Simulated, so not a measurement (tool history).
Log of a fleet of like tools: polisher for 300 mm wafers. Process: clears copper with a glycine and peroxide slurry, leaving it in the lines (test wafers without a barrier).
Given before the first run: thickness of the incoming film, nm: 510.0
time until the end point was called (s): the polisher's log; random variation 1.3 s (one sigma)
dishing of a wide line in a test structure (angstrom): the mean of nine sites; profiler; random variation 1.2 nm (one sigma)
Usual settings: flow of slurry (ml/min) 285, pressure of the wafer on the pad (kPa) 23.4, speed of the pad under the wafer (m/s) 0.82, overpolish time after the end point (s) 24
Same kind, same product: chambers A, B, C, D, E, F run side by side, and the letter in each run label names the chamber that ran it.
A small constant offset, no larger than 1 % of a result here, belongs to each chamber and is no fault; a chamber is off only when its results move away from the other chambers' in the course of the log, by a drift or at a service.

| run | hour | flow of slurry (ml/min) | pressure of the wafer on the pad (kPa) | speed of the pad under the wafer (m/s) | overpolish time after the end point (s) | time until the end point was called (s) | dishing of a wide line in a test structure (angstrom) |
|---|---|---|---|---|---|---|---|
| 1F | 3.9 | 285 | 23.4 | 0.82 | 24 | 90.326 | 744.90 |
| 2D | 10.0 | 285 | 23.4 | 0.82 | 24 | 91.669 | 718.77 |
| 3B | 15.6 | 285 | 23.4 | 0.82 | 24 | 93.185 | 732.30 |
| 4A | 21.8 | 285 | 23.4 | 0.82 | 24 | 90.577 | 736.77 |
|  | 23.7 | chamber C: slurry nozzle cleaned |
| 5E | 28.5 | 285 | 23.4 | 0.82 | 24 | 90.931 | 728.57 |
|  | 30.8 | chamber A: head pressure recalibrated |
|  | 31.5 | chamber F: worn pad replaced by a new one |
| 6C | 35.2 | 285 | 23.4 | 0.82 | 24 | 89.283 | 740.51 |
| 7E | 38.4 | 285 | 23.4 | 0.82 | 24 | 92.042 | 725.89 |
|  | 38.9 | chamber D: worn pad replaced by a new one |
| 8F | 41.4 | 285 | 23.4 | 0.82 | 24 | 92.611 | 717.78 |
|  | 44.2 | chamber C: worn pad replaced by a new one |
| 9C | 46.2 | 285 | 23.4 | 0.82 | 24 | 91.773 | 721.91 |
|  | 47.0 | chamber A: worn pad replaced by a new one |
|  | 51.0 | chamber E: slurry nozzle cleaned |
| 10B | 51.0 | 285 | 23.4 | 0.82 | 24 | 91.468 | 721.49 |
|  | 52.9 | chamber C: head pressure recalibrated |
| 11D | 55.7 | 285 | 23.4 | 0.82 | 24 | 92.996 | 718.11 |
|  | 57.5 | chamber B: worn pad replaced by a new one |
| 12A | 60.9 | 285 | 23.4 | 0.82 | 24 | 92.747 | 732.63 |
| 13D | 66.2 | 285 | 23.4 | 0.82 | 24 | 93.384 | 747.82 |
|  | 68.6 | chamber D: head pressure recalibrated |
| 14C | 73.0 | 285 | 23.4 | 0.82 | 24 | 89.015 | 731.22 |
| 15F | 76.9 | 285 | 23.4 | 0.82 | 24 | 93.191 | 725.46 |
|  | 78.8 | chamber B: head pressure recalibrated |
| 16A | 83.3 | 285 | 23.4 | 0.82 | 24 | 88.416 | 727.20 |
| 17B | 86.5 | 285 | 23.4 | 0.82 | 24 | 92.501 | 698.65 |
|  | 89.3 | chamber D: worn pad replaced by a new one |
| 18E | 89.9 | 285 | 23.4 | 0.82 | 24 | 89.181 | 723.54 |
| 19C | 93.5 | 285 | 23.4 | 0.82 | 24 | 89.987 | 710.83 |
| 20D | 100.1 | 285 | 23.4 | 0.82 | 24 | 90.448 | 747.54 |
| 21A | 104.6 | 375 | 31.0 | 0.82 | 24 | 70.088 | 837.76 |
|  | 109.4 | chamber C: worn pad replaced by a new one |
| 22B | 109.7 | 375 | 31.0 | 0.82 | 24 | 70.645 | 853.28 |
|  | 111.4 | chamber F: worn pad replaced by a new one |
| 23E | 112.7 | 375 | 31.0 | 0.82 | 24 | 68.369 | 875.74 |
|  | 113.4 | chamber E: worn pad replaced by a new one |
| 24F | 117.4 | 375 | 31.0 | 0.82 | 24 | 69.954 | 860.84 |
| 25B | 121.4 | 375 | 31.0 | 0.82 | 24 | 71.413 | 859.78 |
|  | 121.5 | chamber B: worn pad replaced by a new one |
| 26A | 128.2 | 375 | 31.0 | 0.82 | 24 | 69.313 | 850.84 |
| 27C | 131.6 | 315 | 23.4 | 0.82 | 37 | 89.257 | 919.53 |
|  | 132.7 | chamber D: worn pad replaced by a new one |
| 28E | 134.9 | 315 | 23.4 | 0.82 | 37 | 86.490 | 954.31 |
|  | 138.3 | chamber A: worn pad replaced by a new one |
| 29D | 139.1 | 315 | 23.4 | 0.82 | 37 | 90.270 | 942.80 |
| 30F | 143.6 | 315 | 23.4 | 0.82 | 37 | 90.365 | 947.71 |
| 31D | 146.6 | 315 | 23.4 | 0.82 | 37 | 91.139 | 981.82 |
| 32E | 151.0 | 315 | 23.4 | 0.82 | 37 | 83.153 | 931.88 |
| 33F | 157.9 | 285 | 23.4 | 0.82 | 24 | 92.906 | 701.07 |
| 34B | 161.1 | 285 | 23.4 | 0.82 | 24 | 91.787 | 747.92 |
| 35A | 164.3 | 285 | 23.4 | 0.82 | 24 | 91.780 | 724.44 |
| 36C | 167.6 | 285 | 23.4 | 0.82 | 24 | 91.149 | 706.69 |
| 37F | 171.5 | 285 | 23.4 | 0.82 | 24 | 91.630 | 730.98 |
|  | 171.8 | chamber A: slurry nozzle cleaned |
|  | 172.9 | chamber B: worn pad replaced by a new one |
|  | 174.7 | chamber D: worn pad replaced by a new one |
| 38A | 174.8 | 285 | 23.4 | 0.82 | 24 | 91.042 | 724.82 |
|  | 179.5 | chamber B: slurry nozzle cleaned |
| 39E | 181.6 | 285 | 23.4 | 0.82 | 24 | 87.319 | 772.64 |
| 40C | 188.0 | 285 | 23.4 | 0.82 | 24 | 88.937 | 743.05 |
| 41B | 193.6 | 195 | 23.4 | 1.02 | 24 | 78.403 | 791.11 |
| 42D | 197.7 | 195 | 23.4 | 1.02 | 24 | 77.742 | 794.80 |

Next, every chamber runs the same settings. What will each give?
| 43A | 202.7 | 350 | 23.4 | 0.82 | 24 | ? | ? |
| 43B | 202.7 | 350 | 23.4 | 0.82 | 24 | ? | ? |
| 43C | 202.7 | 350 | 23.4 | 0.82 | 24 | ? | ? |
| 43D | 202.7 | 350 | 23.4 | 0.82 | 24 | ? | ? |
| 43E | 202.7 | 350 | 23.4 | 0.82 | 24 | ? | ? |
| 43F | 202.7 | 350 | 23.4 | 0.82 | 24 | ? | ? |

| run | time until the end point was called (s) | dishing of a wide line in a test structure (angstrom) |
|---|---|---|
| 43A | 88.563 | 715.23 |
| 43B | 89.487 | 741.31 |
| 43C | 87.484 | 756.88 |
| 43D | 88.873 | 728.76 |
| 43E | 82.342 | 782.15 |
| 43F | 91.380 | 744.61 |
